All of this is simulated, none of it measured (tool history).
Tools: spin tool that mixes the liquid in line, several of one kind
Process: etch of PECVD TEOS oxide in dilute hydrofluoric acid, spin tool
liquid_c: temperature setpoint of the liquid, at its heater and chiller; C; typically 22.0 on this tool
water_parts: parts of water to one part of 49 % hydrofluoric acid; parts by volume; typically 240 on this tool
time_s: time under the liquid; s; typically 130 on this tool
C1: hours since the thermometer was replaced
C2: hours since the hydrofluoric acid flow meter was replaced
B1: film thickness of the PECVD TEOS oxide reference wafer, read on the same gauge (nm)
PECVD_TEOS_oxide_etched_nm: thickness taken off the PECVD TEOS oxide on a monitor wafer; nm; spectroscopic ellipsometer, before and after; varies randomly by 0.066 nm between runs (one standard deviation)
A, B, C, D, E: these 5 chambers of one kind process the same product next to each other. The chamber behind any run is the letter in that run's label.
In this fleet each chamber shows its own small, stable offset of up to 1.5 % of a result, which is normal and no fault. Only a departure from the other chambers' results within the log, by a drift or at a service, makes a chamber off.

run 1A hour=14.1 | liquid_c=22.0 water_parts=240 time_s=130 | C1=443.0 C2=1548.3 | B1=90.001 | PECVD_TEOS_oxide_etched_nm=7.7045
run 2C hour=23.1 | liquid_c=22.0 water_parts=240 time_s=130 | C1=2374.0 C2=818.9 | B1=89.990 | PECVD_TEOS_oxide_etched_nm=7.5420
run 3D hour=36.4 | liquid_c=22.0 water_parts=240 time_s=130 | C1=322.2 C2=1015.2 | B1=89.996 | PECVD_TEOS_oxide_etched_nm=7.6758
run 4E hour=47.2 | liquid_c=22.0 water_parts=240 time_s=130 | C1=318.4 C2=297.7 | B1=89.986 | PECVD_TEOS_oxide_etched_nm=7.6095
run 5B hour=58.0 | liquid_c=19.5 water_parts=240 time_s=65 | C1=415.4 C2=689.5 | B1=90.002 | PECVD_TEOS_oxide_etched_nm=3.5211
run 6A hour=68.7 | liquid_c=19.5 water_parts=240 time_s=65 | C1=497.6 C2=1602.9 | B1=89.993 | PECVD_TEOS_oxide_etched_nm=3.4532
run 7D hour=82.9 | liquid_c=19.5 water_parts=240 time_s=65 | C1=368.7 C2=1061.7 | B1=90.006 | PECVD_TEOS_oxide_etched_nm=3.4629
run 8C hour=95.8 | liquid_c=19.5 water_parts=240 time_s=65 | C1=2446.7 C2=891.6 | B1=90.001 | PECVD_TEOS_oxide_etched_nm=3.3952
run 9E hour=106.4 | liquid_c=19.5 water_parts=240 time_s=65 | C1=377.6 C2=356.9 | B1=90.005 | PECVD_TEOS_oxide_etched_nm=3.4223
run 10B hour=120.0 | liquid_c=22.0 water_parts=240 time_s=130 | C1=477.4 C2=751.5 | B1=89.999 | PECVD_TEOS_oxide_etched_nm=7.7261
run 11E hour=134.3 | liquid_c=22.0 water_parts=240 time_s=130 | C1=405.5 C2=384.8 | B1=90.001 | PECVD_TEOS_oxide_etched_nm=7.6897
run 12A hour=141.9 | liquid_c=22.0 water_parts=240 time_s=130 | C1=570.8 C2=1676.1 | B1=89.993 | PECVD_TEOS_oxide_etched_nm=7.5487
run 13C hour=153.1 | liquid_c=22.0 water_parts=240 time_s=85 | C1=2504.0 C2=948.9 | B1=90.004 | PECVD_TEOS_oxide_etched_nm=4.8949
run 14D hour=167.2 | liquid_c=22.0 water_parts=240 time_s=85 | C1=453.0 C2=1146.0 | B1=89.998 | PECVD_TEOS_oxide_etched_nm=5.1216
run 15B hour=177.6 | liquid_c=22.0 water_parts=240 time_s=85 | C1=535.0 C2=809.1 | B1=90.003 | PECVD_TEOS_oxide_etched_nm=5.0515
run 16D hour=187.6 | liquid_c=22.0 water_parts=240 time_s=85 | C1=473.4 C2=1166.4 | B1=89.986 | PECVD_TEOS_oxide_etched_nm=5.2059
run 17C hour=200.7 | liquid_c=22.0 water_parts=240 time_s=85 | C1=2551.6 C2=996.5 | B1=90.011 | PECVD_TEOS_oxide_etched_nm=4.9188
run 18B hour=209.1 | liquid_c=22.0 water_parts=240 time_s=130 | C1=566.5 C2=840.6 | B1=89.981 | PECVD_TEOS_oxide_etched_nm=7.7488
run 19E hour=216.7 | liquid_c=20.5 water_parts=310 time_s=130 | C1=487.9 C2=467.2 | B1=89.998 | PECVD_TEOS_oxide_etched_nm=5.2870
run 20A hour=224.3 | liquid_c=20.5 water_parts=310 time_s=130 | C1=653.2 C2=1758.5 | B1=90.002 | PECVD_TEOS_oxide_etched_nm=5.1952
run 21C hour=236.5 | liquid_c=20.5 water_parts=310 time_s=130 | C1=2587.4 C2=1032.3 | B1=90.005 | PECVD_TEOS_oxide_etched_nm=5.0928
run 22D hour=246.2 | liquid_c=20.5 water_parts=310 time_s=130 | C1=532.0 C2=1225.0 | B1=90.019 | PECVD_TEOS_oxide_etched_nm=5.5137
run 23B hour=254.9 | liquid_c=20.5 water_parts=310 time_s=130 | C1=612.3 C2=886.4 | B1=90.026 | PECVD_TEOS_oxide_etched_nm=5.2600
run 24E hour=263.1 | liquid_c=22.0 water_parts=240 time_s=130 | C1=534.3 C2=513.6 | B1=89.993 | PECVD_TEOS_oxide_etched_nm=7.6844
run 25A hour=270.6 | liquid_c=22.0 water_parts=345 time_s=130 | C1=699.5 C2=1804.8 | B1=89.980 | PECVD_TEOS_oxide_etched_nm=4.7444
run 26D hour=284.0 | liquid_c=22.0 water_parts=345 time_s=130 | C1=569.8 C2=1262.8 | B1=90.018 | PECVD_TEOS_oxide_etched_nm=5.2704
run 27A hour=297.8 | liquid_c=22.0 water_parts=345 time_s=130 | C1=726.7 C2=1832.0 | B1=90.017 | PECVD_TEOS_oxide_etched_nm=4.7610
run 28C hour=305.5 | liquid_c=22.0 water_parts=345 time_s=130 | C1=2656.4 C2=1101.3 | B1=90.010 | PECVD_TEOS_oxide_etched_nm=4.6885
run 29B hour=319.6 | liquid_c=22.0 water_parts=345 time_s=130 | C1=677.0 C2=951.1 | B1=90.006 | PECVD_TEOS_oxide_etched_nm=4.8866
run 30E hour=330.4 | liquid_c=22.0 water_parts=240 time_s=130 | C1=601.6 C2=580.9 | B1=89.982 | PECVD_TEOS_oxide_etched_nm=7.5938
run 31D hour=342.2 | liquid_c=22.0 water_parts=240 time_s=130 | C1=628.0 C2=1321.0 | B1=89.975 | PECVD_TEOS_oxide_etched_nm=8.4282
run 32A hour=349.1 | liquid_c=22.0 water_parts=240 time_s=130 | C1=778.0 C2=1883.3 | B1=90.009 | PECVD_TEOS_oxide_etched_nm=7.5110

The same settings go to every chamber for the next run, one line per chamber below. Forecast the results for each:
run 33A hour=360.5 | liquid_c=22.0 water_parts=240 time_s=205 | PECVD_TEOS_oxide_etched_nm=?
run 33B hour=360.5 | liquid_c=22.0 water_parts=240 time_s=205 | PECVD_TEOS_oxide_etched_nm=?
run 33C hour=360.5 | liquid_c=22.0 water_parts=240 time_s=205 | PECVD_TEOS_oxide_etched_nm=?
run 33D hour=360.5 | liquid_c=22.0 water_parts=240 time_s=205 | PECVD_TEOS_oxide_etched_nm=?
run 33E hour=360.5 | liquid_c=22.0 water_parts=240 time_s=205 | PECVD_TEOS_oxide_etched_nm=?

run=33A PECVD_TEOS_oxide_etched_nm=11.9530
run=33B PECVD_TEOS_oxide_etched_nm=12.4540
run=33C PECVD_TEOS_oxide_etched_nm=11.8920
run=33D PECVD_TEOS_oxide_etched_nm=13.4340
run=33E PECVD_TEOS_oxide_etched_nm=12.1360
